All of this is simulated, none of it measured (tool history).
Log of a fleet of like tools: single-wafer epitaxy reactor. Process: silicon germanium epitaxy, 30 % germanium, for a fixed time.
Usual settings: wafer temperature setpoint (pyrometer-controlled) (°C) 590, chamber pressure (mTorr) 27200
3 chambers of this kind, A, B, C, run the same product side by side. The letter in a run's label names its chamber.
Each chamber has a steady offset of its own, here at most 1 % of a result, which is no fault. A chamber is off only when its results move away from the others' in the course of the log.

run	day	wafer temperature setpoint (pyrometer-controlled) (°C)	chamber pressure (mTorr)	hours since the last pyrometer calibration	hours since the last manometer calibration	read-back reference wafer on the same gauge, thickness_nm	mean film thickness on the monitor wafer (Å)
1C	0.271	590	27200	1401.7	1512.6	56.174	555.37
2B	0.475	590	27200	1291.6	1806	56.191	551.31
3A	0.688	590	27200	152.5	2091.2	56.16	547.91
4A	0.983	590	27200	159.6	2098.3	56.115	548.27
5C	1.225	590	27200	1424.6	1535.5	56.147	554.23
6B	1.442	590	27200	1314.8	1829.2	56.101	552.37
7A	1.717	578	24600	177.2	2115.9	56.099	418.34
8B	1.883	578	24600	1325.4	1839.8	56.093	420.56
9C	2.038	578	24600	1444.1	1555	56.085	424.26
10C	2.175	590	27200	1447.4	1558.3	56.06	552.32
11B	2.4	603	22500	1337.8	1852.2	56.056	649.15
12A	2.567	603	22500	197.6	2136.3	56.051	647.91
13B	2.775	603	22500	1346.8	1861.2	56.036	650.95
14C	3.038	590	27200	1468.1	1579	56.027	553.19
15A	3.225	590	27200	213.4	2152.1	56.012	547.49
16A	3.488	590	27200	219.7	2158.4	56.002	546.46
17C	3.696	585	27200	1483.9	1594.8	55.991	502.11
18B	3.979	585	27200	1375.7	1890.1	55.976	498.67
19B	4.221	585	27200	1381.5	1895.9	55.944	499.87
20C	4.446	590	27200	1501.9	1612.8	55.929	550.9
21A	4.667	590	27200	248	2186.7	55.92	547.15
22B	4.892	590	27200	1397.6	1912	55.928	548.85
23C	5.054	590	27200	1516.5	1627.4	55.925	550.97
24A	5.275	590	27200	262.6	2201.3	55.874	544.75
25C	5.554	590	27200	1528.5	1639.4	55.883	551
26B	5.767	590	27200	1418.6	1933	55.885	547.48

All 3 chambers run these settings next. Forecast each chamber's results:
27A	5.979	590	27200				?
27B	5.979	590	27200				?
27C	5.979	590	27200				?

run	mean film thickness on the monitor wafer (Å)
27A	546.01
27B	548.63
27C	549.94
